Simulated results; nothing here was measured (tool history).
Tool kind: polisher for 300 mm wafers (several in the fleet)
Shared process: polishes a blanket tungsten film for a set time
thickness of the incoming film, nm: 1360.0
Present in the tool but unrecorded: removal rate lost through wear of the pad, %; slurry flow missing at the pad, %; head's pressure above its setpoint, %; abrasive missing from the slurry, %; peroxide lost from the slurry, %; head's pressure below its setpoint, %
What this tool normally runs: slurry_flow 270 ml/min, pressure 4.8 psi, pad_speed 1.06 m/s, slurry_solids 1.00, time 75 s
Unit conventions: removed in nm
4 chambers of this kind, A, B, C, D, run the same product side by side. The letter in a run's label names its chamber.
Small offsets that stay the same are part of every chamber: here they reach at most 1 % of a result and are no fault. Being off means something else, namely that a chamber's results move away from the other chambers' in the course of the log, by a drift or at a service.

run	day	slurry_flow	pressure	pad_speed	slurry_solids	time	wafers polished on this pad	hours since the slurry nozzle was cleaned	hours since the head pressure was calibrated	hours since the slurry blender was calibrated	hours since the slurry got fresh peroxide	removed
1C	0.092	270	4.8	1.06	1.00	75	32	72.0	453.7	186.7	58.4	406.94
2B	0.229	270	4.8	1.06	1.00	75	849	59.7	87.6	59.9	5.7	401.06
3A	0.354	270	4.8	1.06	1.00	75	103	62.4	328.4	183.4	51.8	399.82
4D	0.517	270	4.8	1.06	1.00	75	1131	428.8	151.5	13.2	23.6	394.39
5D	0.658	270	4.8	1.06	1.00	75	1153	432.2	154.9	16.6	27.0	400.59
6C	0.779	270	4.8	1.06	1.00	75	139	88.5	470.2	203.2	74.9	410.34
7A	0.933	270	4.8	1.06	1.00	75	193	76.3	342.3	197.3	65.7	393.54
# day 0.983: chamber A: slurry tank refilled with fresh slurry and peroxide
8B	1.017	270	4.8	1.06	1.00	75	972	78.6	106.5	78.8	24.6	403.80
# day 1.112: chamber A: slurry blender recalibrated
9D	1.154	270	4.8	1.06	1.00	75	1230	444.1	166.8	28.5	38.9	393.55
10B	1.296	270	4.8	1.06	1.00	75	1015	85.3	113.2	85.5	31.3	402.71
11A	1.412	270	4.8	1.06	1.00	75	268	87.8	353.8	7.2	10.3	407.60
12C	1.521	270	4.8	1.06	1.20	75	254	106.3	488.0	221.0	92.7	422.37
13D	1.683	270	4.8	1.06	1.20	75	1312	456.8	179.5	41.2	51.6	419.24
14A	1.771	270	4.8	1.06	1.20	75	323	96.4	362.4	15.8	18.9	420.88
# day 1.792: chamber D: slurry tank refilled with fresh slurry and peroxide
# day 1.933: chamber B: slurry blender recalibrated
15B	1.946	270	4.8	1.06	1.20	75	1116	100.9	128.8	0.3	46.9	420.91
# day 2.054: chamber C: head pressure recalibrated
# day 2.083: chamber D: worn pad replaced by a new one
16C	2.088	270	4.8	1.06	1.15	75	342	119.9	0.9	234.6	106.3	374.29
17C	2.229	270	4.8	1.06	1.15	75	364	123.3	4.3	238.0	109.7	374.28
18A	2.325	270	4.8	1.06	1.15	75	409	109.7	375.7	29.1	32.2	413.29
19B	2.508	270	4.8	1.06	1.15	75	1203	114.4	142.3	13.8	60.4	411.96
20D	2.617	270	4.8	1.06	1.00	75	83	479.2	201.9	63.6	19.9	399.95
21B	2.704	270	4.8	1.06	1.00	75	1234	119.1	147.0	18.5	65.1	400.05
22C	2.850	270	4.8	1.06	1.00	75	461	138.2	19.2	252.9	124.6	360.64
23A	3.004	270	4.8	1.06	1.00	75	515	126.0	392.0	45.4	48.5	400.74
24D	3.117	270	6.0	1.18	1.00	75	160	491.2	213.9	75.6	31.9	564.11
25C	3.254	270	6.0	1.18	1.00	75	524	147.9	28.9	262.6	134.3	505.27

For the next run the whole fleet of 4 chambers uses the same settings. Give each chamber's results:
26A	3.383	350	4.8	1.06	1.00	75						?
26B	3.383	350	4.8	1.06	1.00	75						?
26C	3.383	350	4.8	1.06	1.00	75						?
26D	3.383	350	4.8	1.06	1.00	75						?

run	removed
26A	410.06
26B	408.82
26C	369.05
26D	406.65
